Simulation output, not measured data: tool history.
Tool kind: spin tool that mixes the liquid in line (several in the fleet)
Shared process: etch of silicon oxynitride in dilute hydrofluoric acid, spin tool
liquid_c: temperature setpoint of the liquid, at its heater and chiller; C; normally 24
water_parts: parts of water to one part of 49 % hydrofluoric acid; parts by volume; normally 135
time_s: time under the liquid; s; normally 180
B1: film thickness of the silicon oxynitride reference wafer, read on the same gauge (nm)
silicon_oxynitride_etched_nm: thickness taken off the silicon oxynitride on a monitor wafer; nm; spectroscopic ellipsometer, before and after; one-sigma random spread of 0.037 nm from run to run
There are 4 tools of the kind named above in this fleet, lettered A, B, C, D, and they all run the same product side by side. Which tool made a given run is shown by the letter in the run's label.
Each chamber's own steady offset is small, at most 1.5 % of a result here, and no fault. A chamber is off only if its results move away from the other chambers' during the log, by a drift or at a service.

{"run": "1A", "hour": 10.2, "liquid_c": 24, "water_parts": 135, "time_s": 180, "B1": 69.984, "silicon_oxynitride_etched_nm": 1.9499}
{"run": "2B", "hour": 17.5, "liquid_c": 24, "water_parts": 135, "time_s": 180, "B1": 69.993, "silicon_oxynitride_etched_nm": 1.9603}
{"run": "3D", "hour": 26.4, "liquid_c": 24, "water_parts": 135, "time_s": 180, "B1": 69.987, "silicon_oxynitride_etched_nm": 1.9146}
{"run": "4C", "hour": 36.4, "liquid_c": 24, "water_parts": 135, "time_s": 180, "B1": 69.98, "silicon_oxynitride_etched_nm": 1.8992}
{"run": "5A", "hour": 43.7, "liquid_c": 25.5, "water_parts": 135, "time_s": 265, "B1": 69.995, "silicon_oxynitride_etched_nm": 3.1872}
{"run": "6B", "hour": 50.0, "liquid_c": 25.5, "water_parts": 135, "time_s": 265, "B1": 69.984, "silicon_oxynitride_etched_nm": 3.1157}
{"run": "7C", "hour": 58.4, "liquid_c": 25.5, "water_parts": 135, "time_s": 265, "B1": 70.007, "silicon_oxynitride_etched_nm": 3.0144}
{"run": "8D", "hour": 69.2, "liquid_c": 25.5, "water_parts": 135, "time_s": 265, "B1": 70.013, "silicon_oxynitride_etched_nm": 3.0705}
{"run": "9C", "hour": 74.5, "liquid_c": 24, "water_parts": 135, "time_s": 180, "B1": 70.002, "silicon_oxynitride_etched_nm": 1.994}
{"run": "10B", "hour": 83.8, "liquid_c": 24, "water_parts": 135, "time_s": 180, "B1": 69.992, "silicon_oxynitride_etched_nm": 2.0246}
{"run": "11A", "hour": 93.7, "liquid_c": 24, "water_parts": 135, "time_s": 180, "B1": 69.998, "silicon_oxynitride_etched_nm": 1.9242}
{"run": "12D", "hour": 103.1, "liquid_c": 24, "water_parts": 135, "time_s": 180, "B1": 69.999, "silicon_oxynitride_etched_nm": 2.0496}
{"hour": 104.1, "done": "chamber D: thermometer replaced"}
{"run": "13C", "hour": 109.1, "liquid_c": 24, "water_parts": 135, "time_s": 180, "B1": 70.018, "silicon_oxynitride_etched_nm": 1.9815}
{"run": "14A", "hour": 114.1, "liquid_c": 21.5, "water_parts": 170, "time_s": 180, "B1": 70.011, "silicon_oxynitride_etched_nm": 1.3447}
{"run": "15D", "hour": 123.3, "liquid_c": 21.5, "water_parts": 170, "time_s": 180, "B1": 70.003, "silicon_oxynitride_etched_nm": 1.3819}
{"run": "16B", "hour": 131.1, "liquid_c": 21.5, "water_parts": 170, "time_s": 180, "B1": 69.975, "silicon_oxynitride_etched_nm": 1.3809}
{"hour": 136.9, "done": "chamber D: hydrofluoric acid flow meter replaced"}
{"run": "17D", "hour": 141.0, "liquid_c": 21.5, "water_parts": 170, "time_s": 180, "B1": 69.988, "silicon_oxynitride_etched_nm": 1.2928}
{"run": "18A", "hour": 149.2, "liquid_c": 24, "water_parts": 135, "time_s": 180, "B1": 69.987, "silicon_oxynitride_etched_nm": 1.9661}
{"run": "19C", "hour": 159.9, "liquid_c": 24, "water_parts": 135, "time_s": 180, "B1": 69.982, "silicon_oxynitride_etched_nm": 1.9618}
{"run": "20B", "hour": 167.0, "liquid_c": 24, "water_parts": 135, "time_s": 180, "B1": 69.996, "silicon_oxynitride_etched_nm": 1.8838}
{"run": "21C", "hour": 172.2, "liquid_c": 24, "water_parts": 135, "time_s": 180, "B1": 70.031, "silicon_oxynitride_etched_nm": 1.8933}
{"hour": 173.2, "done": "chamber B: thermometer replaced"}
{"run": "22D", "hour": 179.8, "liquid_c": 24, "water_parts": 135, "time_s": 180, "B1": 69.987, "silicon_oxynitride_etched_nm": 1.9014}
{"run": "23A", "hour": 190.7, "liquid_c": 24, "water_parts": 135, "time_s": 180, "B1": 69.979, "silicon_oxynitride_etched_nm": 1.989}
{"run": "24B", "hour": 199.1, "liquid_c": 24, "water_parts": 135, "time_s": 180, "B1": 69.978, "silicon_oxynitride_etched_nm": 1.9103}
{"run": "25B", "hour": 207.5, "liquid_c": 24, "water_parts": 135, "time_s": 180, "B1": 70.015, "silicon_oxynitride_etched_nm": 1.9423}
{"run": "26D", "hour": 213.8, "liquid_c": 24, "water_parts": 135, "time_s": 180, "B1": 69.971, "silicon_oxynitride_etched_nm": 2.0019}
{"run": "27A", "hour": 221.2, "liquid_c": 24, "water_parts": 135, "time_s": 180, "B1": 69.993, "silicon_oxynitride_etched_nm": 1.969}
{"run": "28C", "hour": 230.6, "liquid_c": 24, "water_parts": 135, "time_s": 180, "B1": 70.002, "silicon_oxynitride_etched_nm": 1.9474}
{"run": "29C", "hour": 239.4, "liquid_c": 24, "water_parts": 135, "time_s": 180, "B1": 69.992, "silicon_oxynitride_etched_nm": 1.9332}
{"run": "30A", "hour": 249.3, "liquid_c": 24, "water_parts": 135, "time_s": 180, "B1": 70.007, "silicon_oxynitride_etched_nm": 1.9494}
{"run": "31D", "hour": 256.3, "liquid_c": 24, "water_parts": 135, "time_s": 180, "B1": 69.997, "silicon_oxynitride_etched_nm": 1.9391}

One chamber off, gauge drift, or nothing amiss beyond the chambers' own small offsets? If it is a chamber, which one, and what is the likeliest cause?

Beyond each chamber's small constant offset nothing stands out, and the gauge stays steady.

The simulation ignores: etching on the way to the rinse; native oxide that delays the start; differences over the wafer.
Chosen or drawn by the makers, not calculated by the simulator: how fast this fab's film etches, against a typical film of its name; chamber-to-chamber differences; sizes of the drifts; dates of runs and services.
